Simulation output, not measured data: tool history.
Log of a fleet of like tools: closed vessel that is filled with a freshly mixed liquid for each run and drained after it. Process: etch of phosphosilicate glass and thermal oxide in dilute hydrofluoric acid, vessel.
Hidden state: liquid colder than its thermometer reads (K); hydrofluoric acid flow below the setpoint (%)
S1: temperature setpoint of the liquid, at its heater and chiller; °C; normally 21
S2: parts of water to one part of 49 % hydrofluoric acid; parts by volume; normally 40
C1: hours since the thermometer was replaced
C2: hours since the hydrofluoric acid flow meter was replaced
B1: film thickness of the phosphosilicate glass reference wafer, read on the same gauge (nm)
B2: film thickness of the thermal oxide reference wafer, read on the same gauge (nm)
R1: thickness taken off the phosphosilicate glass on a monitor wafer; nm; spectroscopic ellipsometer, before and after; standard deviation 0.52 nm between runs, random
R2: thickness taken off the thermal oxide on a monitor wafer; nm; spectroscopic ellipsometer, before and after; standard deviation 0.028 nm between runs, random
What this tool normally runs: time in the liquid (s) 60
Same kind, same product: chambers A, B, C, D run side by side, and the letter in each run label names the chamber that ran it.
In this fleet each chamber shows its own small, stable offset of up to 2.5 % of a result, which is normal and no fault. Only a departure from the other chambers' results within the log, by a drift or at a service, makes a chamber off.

Run 1B, hour 4.1: usual settings; C1 167.7; C2 563.9; B1 120.01; B2 150. Result: R1 106.8 nm, R2 6.3787 nm.
Run 2A, hour 9.4: usual settings; C1 838.6; C2 239.2; B1 119.97; B2 149.98. Result: R1 108.75 nm, R2 6.4852 nm.
Run 3C, hour 13.5: usual settings; C1 1307.6; C2 542.8; B1 119.98; B2 150. Result: R1 105.4 nm, R2 6.4069 nm.
Run 4D, hour 17.8: usual settings; C1 1207; C2 1936.4; B1 120; B2 149.99. Result: R1 107.32 nm, R2 6.4039 nm.
Run 5A, hour 24.9: usual settings; C1 854.1; C2 254.7; B1 119.99; B2 149.98. Result: R1 108.5 nm, R2 6.4568 nm.
Run 6B, hour 29.2: usual settings; C1 192.8; C2 589; B1 120.02; B2 150. Result: R1 107.46 nm, R2 6.4684 nm.
Run 7D, hour 34: usual settings; C1 1223.2; C2 1952.6; B1 119.98; B2 149.97. Result: R1 107.51 nm, R2 6.4806 nm.
Run 8C, hour 38.7: usual settings; C1 1332.8; C2 568; B1 120.01; B2 150.01. Result: R1 105.39 nm, R2 6.3973 nm.
Run 9C, hour 42.7: usual settings but time in the liquid (s) 40; C1 1336.8; C2 572; B1 120.03; B2 150.02. Result: R1 70.23 nm, R2 4.305 nm.
At hour 44.7: chamber C: hydrofluoric acid flow meter replaced.
Run 10A, hour 48.2: usual settings but time in the liquid (s) 40; C1 877.4; C2 278; B1 119.98; B2 149.99. Result: R1 72.217 nm, R2 4.2905 nm.
Run 11B, hour 52.7: usual settings but time in the liquid (s) 40; C1 216.3; C2 612.5; B1 120; B2 150. Result: R1 71.138 nm, R2 4.2499 nm.
At hour 55.1: chamber D: hydrofluoric acid flow meter replaced.
Run 12D, hour 57.2: usual settings but time in the liquid (s) 40; C1 1246.4; C2 2.1; B1 120.03; B2 150.01. Result: R1 71.553 nm, R2 4.2819 nm.
Run 13C, hour 61.4: usual settings; C1 1355.5; C2 16.8; B1 120.07; B2 150. Result: R1 106.44 nm, R2 6.3864 nm.
Run 14A, hour 65.6: usual settings; C1 894.8; C2 295.4; B1 120.05; B2 150. Result: R1 108.2 nm, R2 6.4248 nm.
Run 15D, hour 71: usual settings; C1 1260.2; C2 15.9; B1 120.03; B2 150.01. Result: R1 106.86 nm, R2 6.4438 nm.
Run 16B, hour 78.7: usual settings; C1 242.3; C2 638.5; B1 120.03; B2 149.99. Result: R1 105.58 nm, R2 6.4346 nm.
Run 17C, hour 85.8: usual settings; C1 1379.9; C2 41.2; B1 119.97; B2 149.98. Result: R1 105.13 nm, R2 6.341 nm.
Run 18B, hour 93.3: usual settings; C1 256.9; C2 653.1; B1 120.04; B2 150.02. Result: R1 106.62 nm, R2 6.4377 nm.
Run 19A, hour 100.8: usual settings; C1 930; C2 330.6; B1 119.98; B2 149.99. Result: R1 108.92 nm, R2 6.4063 nm.
Run 20D, hour 107.9: usual settings; C1 1297.1; C2 52.8; B1 120.03; B2 150.01. Result: R1 106.72 nm, R2 6.4872 nm.
Run 21A, hour 111.3: usual settings; C1 940.5; C2 341.1; B1 119.98; B2 150.01. Result: R1 108.94 nm, R2 6.4245 nm.
Run 22C, hour 118.5: usual settings; C1 1412.6; C2 73.9; B1 120; B2 150.01. Result: R1 105.92 nm, R2 6.3785 nm.
Run 23B, hour 124.2: usual settings; C1 287.8; C2 684; B1 120.01; B2 149.98. Result: R1 106.19 nm, R2 6.4157 nm.
Run 24D, hour 130: usual settings but S2 55 parts by volume, time in the liquid (s) 35; C1 1319.2; C2 74.9; B1 120.01; B2 150. Result: R1 44.999 nm, R2 2.7027 nm.
Run 25B, hour 137.7: usual settings but S2 55 parts by volume, time in the liquid (s) 35; C1 301.3; C2 697.5; B1 119.99; B2 150.01. Result: R1 43.931 nm, R2 2.6485 nm.
Run 26D, hour 145: usual settings but S2 55 parts by volume, time in the liquid (s) 35; C1 1334.2; C2 89.9; B1 119.97; B2 150. Result: R1 45.104 nm, R2 2.6981 nm.
Run 27C, hour 151.5: usual settings but S2 55 parts by volume, time in the liquid (s) 35; C1 1445.6; C2 106.9; B1 120; B2 150. Result: R1 44.542 nm, R2 2.6663 nm.
Run 28A, hour 155.4: usual settings; C1 984.6; C2 385.2; B1 120.06; B2 149.99. Result: R1 108.4 nm, R2 6.4249 nm.
Run 29D, hour 161.4: usual settings; C1 1350.6; C2 106.3; B1 120.02; B2 150. Result: R1 107.14 nm, R2 6.4486 nm.
Run 30C, hour 166.3: usual settings; C1 1460.4; C2 121.7; B1 120; B2 149.98. Result: R1 105.88 nm, R2 6.3499 nm.
Run 31A, hour 170.5: usual settings; C1 999.7; C2 400.3; B1 119.95; B2 150.01. Result: R1 109.56 nm, R2 6.4417 nm.
Run 32B, hour 174.1: usual settings; C1 337.7; C2 733.9; B1 119.98; B2 149.99. Result: R1 107.38 nm, R2 6.3926 nm.
Run 33B, hour 181.8: usual settings; C1 345.4; C2 741.6; B1 120.02; B2 150.01. Result: R1 107.32 nm, R2 6.4275 nm.
Run 34C, hour 188.5: usual settings; C1 1482.6; C2 143.9; B1 119.99; B2 149.99. Result: R1 104.99 nm, R2 6.413 nm.
Run 35A, hour 193.4: usual settings; C1 1022.6; C2 423.2; B1 120.05; B2 149.97. Result: R1 108.34 nm, R2 6.4614 nm.
Run 36D, hour 198.2: usual settings; C1 1387.4; C2 143.1; B1 120.02; B2 150. Result: R1 106.51 nm, R2 6.4738 nm.
Run 37D, hour 202.5: usual settings; C1 1391.7; C2 147.4; B1 119.93; B2 150.01. Result: R1 106.88 nm, R2 6.4441 nm.
Run 38A, hour 205.9: usual settings; C1 1035.1; C2 435.7; B1 119.97; B2 149.98. Result: R1 107.8 nm, R2 6.4577 nm.
Run 39C, hour 211.1: usual settings; C1 1505.2; C2 166.5; B1 119.99; B2 150.01. Result: R1 106.19 nm, R2 6.4136 nm.
Run 40B, hour 217.7: usual settings; C1 381.3; C2 777.5; B1 119.98; B2 150.01. Result: R1 106.83 nm, R2 6.4048 nm.
Run 41B, hour 223.8: usual settings; C1 387.4; C2 783.6; B1 120.04; B2 150.01. Result: R1 106.01 nm, R2 6.4268 nm.
Run 42C, hour 229.9: usual settings; C1 1524; C2 185.3; B1 119.99; B2 150. Result: R1 106.07 nm, R2 6.3566 nm.
Run 43D, hour 237.1: usual settings; C1 1426.3; C2 182; B1 119.99; B2 150. Result: R1 107.11 nm, R2 6.4132 nm.

Decide between three cases: one chamber stands off from its peers, the gauge reading all wafers drifts, or nothing is wrong past each chamber's small offset. Where a chamber is off, say which and what most likely put it there.

Neither any chamber nor the gauge drifts; the chambers differ only by their own small, steady offsets.

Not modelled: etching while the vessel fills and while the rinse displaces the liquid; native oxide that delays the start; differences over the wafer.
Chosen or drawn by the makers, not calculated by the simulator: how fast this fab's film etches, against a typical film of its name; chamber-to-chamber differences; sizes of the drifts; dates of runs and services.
